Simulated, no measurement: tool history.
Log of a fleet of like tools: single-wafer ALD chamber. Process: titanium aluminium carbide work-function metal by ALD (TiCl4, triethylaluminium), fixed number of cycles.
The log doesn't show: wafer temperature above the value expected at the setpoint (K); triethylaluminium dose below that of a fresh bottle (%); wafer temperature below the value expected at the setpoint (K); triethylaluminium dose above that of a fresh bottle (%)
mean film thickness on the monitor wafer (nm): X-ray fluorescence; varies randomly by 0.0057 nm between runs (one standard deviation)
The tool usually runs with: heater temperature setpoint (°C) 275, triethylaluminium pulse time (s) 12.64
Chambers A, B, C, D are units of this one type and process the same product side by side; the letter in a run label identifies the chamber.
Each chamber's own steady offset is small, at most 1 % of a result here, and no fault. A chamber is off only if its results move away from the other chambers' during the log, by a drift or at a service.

| run | hour | heater temperature setpoint (°C) | triethylaluminium pulse time (s) | hours since the last thermocouple change | hours since the last triethylaluminium bottle change | read-back reference wafer on the same gauge, thickness_nm | mean film thickness on the monitor wafer (nm) |
|---|---|---|---|---|---|---|---|
| 1C | 2.7 | 275 | 12.64 | 553.7 | 938.8 | 2.031 | 1.8075 |
| 2A | 7 | 275 | 12.64 | 849.8 | 283.6 | 2.0318 | 1.8188 |
| 3D | 11.5 | 275 | 12.64 | 929.2 | 624.4 | 2.0303 | 1.8212 |
| 4B | 13.6 | 275 | 12.64 | 375.6 | 126.7 | 2.0309 | 1.825 |
| 5C | 17.5 | 275 | 12.64 | 568.5 | 953.6 | 2.03 | 1.8089 |
| 6D | 22 | 275 | 12.64 | 939.7 | 634.9 | 2.0319 | 1.8162 |
| 7A | 25.7 | 275 | 12.64 | 868.5 | 302.3 | 2.0311 | 1.8224 |
| 8B | 29.4 | 275 | 12.64 | 391.4 | 142.5 | 2.0309 | 1.8226 |
| 9A | 32.3 | 275 | 12.64 | 875.1 | 308.9 | 2.0308 | 1.8088 |
| 10C | 36.6 | 275 | 12.64 | 587.6 | 972.7 | 2.03 | 1.8109 |
| 11D | 40.6 | 275 | 12.64 | 958.3 | 653.5 | 2.0308 | 1.8234 |
| 12B | 44.9 | 275 | 12.64 | 406.9 | 158 | 2.0306 | 1.8206 |
| 13D | 48.6 | 275 | 12.64 | 966.3 | 661.5 | 2.0311 | 1.8254 |
| 14A | 52.8 | 275 | 12.64 | 895.6 | 329.4 | 2.0302 | 1.824 |
| 15C | 55.1 | 275 | 12.64 | 606.1 | 991.2 | 2.0315 | 1.7998 |
| 16B | 57.5 | 275 | 12.64 | 419.5 | 170.6 | 2.0296 | 1.8218 |
| 17A | 60.7 | 275 | 12.64 | 903.5 | 337.3 | 2.0307 | 1.8256 |
| 18C | 63.1 | 275 | 12.64 | 614.1 | 999.2 | 2.0303 | 1.789 |
| 19D | 65.4 | 275 | 12.64 | 983.1 | 678.3 | 2.0296 | 1.8237 |
| 20B | 68.3 | 275 | 12.64 | 430.3 | 181.4 | 2.0303 | 1.8113 |
| 21B | 70.5 | 275 | 12.64 | 432.5 | 183.6 | 2.0286 | 1.8125 |
| 22C | 73 | 275 | 12.64 | 624 | 1009.1 | 2.0295 | 1.7707 |
| 23A | 76 | 275 | 12.64 | 918.8 | 352.6 | 2.0288 | 1.8166 |
| 24D | 80.3 | 275 | 12.64 | 998 | 693.2 | 2.0303 | 1.8267 |
| 25A | 83.9 | 275 | 12.64 | 926.7 | 360.5 | 2.0284 | 1.8276 |
| 26C | 86.8 | 275 | 12.64 | 637.8 | 1022.9 | 2.0308 | 1.7889 |
| 27B | 91.3 | 275 | 12.64 | 453.3 | 204.4 | 2.0302 | 1.8173 |
| 28D | 93.4 | 275 | 12.64 | 1011.1 | 706.3 | 2.0319 | 1.8183 |
| 29A | 96.8 | 275 | 12.64 | 939.6 | 373.4 | 2.0301 | 1.8281 |
| 30C | 100.9 | 275 | 12.64 | 651.9 | 1037 | 2.0307 | 1.7772 |
| 31D | 104 | 275 | 12.64 | 1021.7 | 716.9 | 2.0308 | 1.8314 |
| 32B | 108.5 | 275 | 12.64 | 470.5 | 221.6 | 2.03 | 1.8174 |
| 33D | 111.2 | 275 | 12.64 | 1028.9 | 724.1 | 2.0289 | 1.8263 |
| 34A | 113.9 | 275 | 16.59 | 956.7 | 390.5 | 2.0309 | 1.8367 |
| 35C | 117 | 275 | 16.59 | 668 | 1053.1 | 2.0298 | 1.7926 |
| 36B | 120.1 | 275 | 16.59 | 482.1 | 233.2 | 2.0296 | 1.8366 |
| 37D | 122.8 | 275 | 16.59 | 1040.5 | 735.7 | 2.0294 | 1.8431 |
| 38A | 125.8 | 263 | 9.23 | 968.6 | 402.4 | 2.03 | 1.6717 |
| 39B | 128.5 | 263 | 9.23 | 490.5 | 241.6 | 2.029 | 1.6597 |
| 40C | 132.8 | 263 | 9.23 | 683.8 | 1068.9 | 2.0302 | 1.6089 |
| 41C | 136.6 | 263 | 9.23 | 687.6 | 1072.7 | 2.0298 | 1.6098 |
| 42D | 140.7 | 275 | 12.64 | 1058.4 | 753.6 | 2.0293 | 1.8248 |

All 4 chambers run these settings next. Forecast each chamber's results:
| 43A | 144 | 260 | 12.64 |  |  |  | ? |
| 43B | 144 | 260 | 12.64 |  |  |  | ? |
| 43C | 144 | 260 | 12.64 |  |  |  | ? |
| 43D | 144 | 260 | 12.64 |  |  |  | ? |

| run | mean film thickness on the monitor wafer (nm) |
|---|---|
| 43A | 1.6914 |
| 43B | 1.6838 |
| 43C | 1.6218 |
| 43D | 1.6962 |

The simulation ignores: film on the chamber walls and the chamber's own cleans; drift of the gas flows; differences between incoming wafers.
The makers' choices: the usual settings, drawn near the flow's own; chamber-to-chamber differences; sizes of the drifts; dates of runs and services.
